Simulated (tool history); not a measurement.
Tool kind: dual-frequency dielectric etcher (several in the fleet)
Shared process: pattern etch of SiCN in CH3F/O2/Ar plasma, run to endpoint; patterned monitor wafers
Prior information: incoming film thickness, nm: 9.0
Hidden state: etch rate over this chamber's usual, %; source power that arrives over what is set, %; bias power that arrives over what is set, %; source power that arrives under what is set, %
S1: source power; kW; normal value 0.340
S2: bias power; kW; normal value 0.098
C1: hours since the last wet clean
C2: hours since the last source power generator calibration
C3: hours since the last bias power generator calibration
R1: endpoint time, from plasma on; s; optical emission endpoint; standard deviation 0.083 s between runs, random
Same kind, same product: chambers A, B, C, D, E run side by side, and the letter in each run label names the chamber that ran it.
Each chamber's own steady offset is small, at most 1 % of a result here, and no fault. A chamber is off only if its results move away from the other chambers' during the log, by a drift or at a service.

Run 1E, day 0.367: usual settings; C1 434.0; C2 1087.5; C3 1005.0. Result: R1 22.747 s.
Run 2C, day 0.729: usual settings; C1 222.6; C2 635.5; C3 3116.9. Result: R1 22.711 s.
Run 3B, day 1.050: usual settings; C1 601.8; C2 4798.2; C3 3261.7. Result: R1 22.774 s.
Run 4D, day 1.317: usual settings; C1 104.4; C2 432.4; C3 694.4. Result: R1 22.617 s.
Run 5A, day 1.617: usual settings; C1 368.1; C2 2124.3; C3 286.7. Result: R1 22.798 s.
Run 6D, day 1.921: usual settings; C1 118.9; C2 446.9; C3 708.9. Result: R1 22.374 s.
Run 7E, day 2.125: usual settings; C1 476.2; C2 1129.7; C3 1047.2. Result: R1 22.600 s.
Run 8B, day 2.325: usual settings; C1 632.4; C2 4828.8; C3 3292.3. Result: R1 22.880 s.
Run 9A, day 2.667: usual settings; C1 393.3; C2 2149.5; C3 311.9. Result: R1 22.996 s.
Run 10C, day 2.988: usual settings; C1 276.8; C2 689.7; C3 3171.1. Result: R1 22.725 s.
Run 11E, day 3.254: usual settings; C1 503.3; C2 1156.8; C3 1074.3. Result: R1 22.587 s.
Run 12C, day 3.517: usual settings but S1 0.260 kW, S2 0.116 kW; C1 289.5; C2 702.4; C3 3183.8. Result: R1 23.310 s.
At day 3.583: chamber B: wet clean of the chamber.
Run 13A, day 3.817: usual settings but S1 0.260 kW, S2 0.116 kW; C1 420.9; C2 2177.1; C3 339.5. Result: R1 23.588 s.
Run 14D, day 4.258: usual settings but S1 0.260 kW, S2 0.116 kW; C1 175.0; C2 503.0; C3 765.0. Result: R1 23.361 s.
Run 15B, day 4.500: usual settings but S1 0.260 kW, S2 0.116 kW; C1 22.0; C2 4881.0; C3 3344.5. Result: R1 22.747 s.
At day 4.600: chamber E: wet clean of the chamber.
Run 16D, day 4.812: usual settings but S1 0.260 kW, S2 0.116 kW; C1 188.3; C2 516.3; C3 778.3. Result: R1 23.290 s.
Run 17A, day 5.242: usual settings but S2 0.082 kW; C1 455.1; C2 2211.3; C3 373.7. Result: R1 24.264 s.
Run 18C, day 5.625: usual settings but S2 0.082 kW; C1 340.1; C2 753.0; C3 3234.4. Result: R1 24.360 s.
Run 19B, day 5.867: usual settings but S2 0.082 kW; C1 54.8; C2 4913.8; C3 3377.3. Result: R1 23.584 s.
At day 6.062: chamber A: wet clean of the chamber.
Run 20E, day 6.258: usual settings but S2 0.082 kW; C1 39.9; C2 1228.9; C3 1146.4. Result: R1 24.177 s.
Run 21D, day 6.671: usual settings but S2 0.082 kW; C1 232.9; C2 560.9; C3 822.9. Result: R1 23.983 s.
Run 22E, day 6.896: usual settings; C1 55.2; C2 1244.2; C3 1161.7. Result: R1 22.512 s.
Run 23C, day 7.129: usual settings; C1 376.2; C2 789.1; C3 3270.5. Result: R1 22.664 s.
Run 24B, day 7.483: usual settings; C1 93.6; C2 4952.6; C3 3416.1. Result: R1 21.939 s.
Run 25A, day 7.775: usual settings; C1 41.1; C2 2272.1; C3 434.5. Result: R1 23.000 s.
Run 26B, day 8.083: usual settings; C1 108.0; C2 4967.0; C3 3430.5. Result: R1 22.138 s.
Run 27C, day 8.429: usual settings; C1 407.4; C2 820.3; C3 3301.7. Result: R1 22.758 s.
Run 28D, day 8.692: usual settings; C1 281.4; C2 609.4; C3 871.4. Result: R1 22.431 s.
Run 29A, day 9.062: usual settings; C1 72.0; C2 2303.0; C3 465.4. Result: R1 22.859 s.
Run 30E, day 9.458: usual settings; C1 116.7; C2 1305.7; C3 1223.2. Result: R1 22.655 s.

Read the log: is a single chamber off, either drifting away or since a service, is the gauge that measures every chamber drifting, or is nothing wrong beyond small per-chamber offsets? Name any odd chamber and what most likely caused it.

Chamber B came out of a service off from its peers and stayed that way.
Cause: etch rate over this chamber's usual, % = 3.85.

Below are 4 candidate recipes for chamber B's next run, each the usual settings with a change, their results shown as question marks. Which of them brings B's results back in line with what the other chambers give on the usual settings?
Maximum distance from the other chambers' mean on the usual settings for a result to count as in line: R1 0.290 s
Run 31B-1, day 9.779: usual settings but S1 0.370 kW, S2 0.108 kW. Result: R1 ?.
Run 31B-2, day 9.779: usual settings but S1 0.310 kW. Result: R1 ?.
Run 31B-3, day 9.779: usual settings but S1 0.350 kW, S2 0.103 kW. Result: R1 ?.
Run 31B-4, day 9.779: usual settings but S2 0.082 kW. Result: R1 ?.

What the other chambers average on the usual settings: R1 22.697 s
  run      R1
31B-1  20.575
31B-2  22.763
31B-3  21.377
31B-4  23.538
31B-2 brings the chamber back in line.
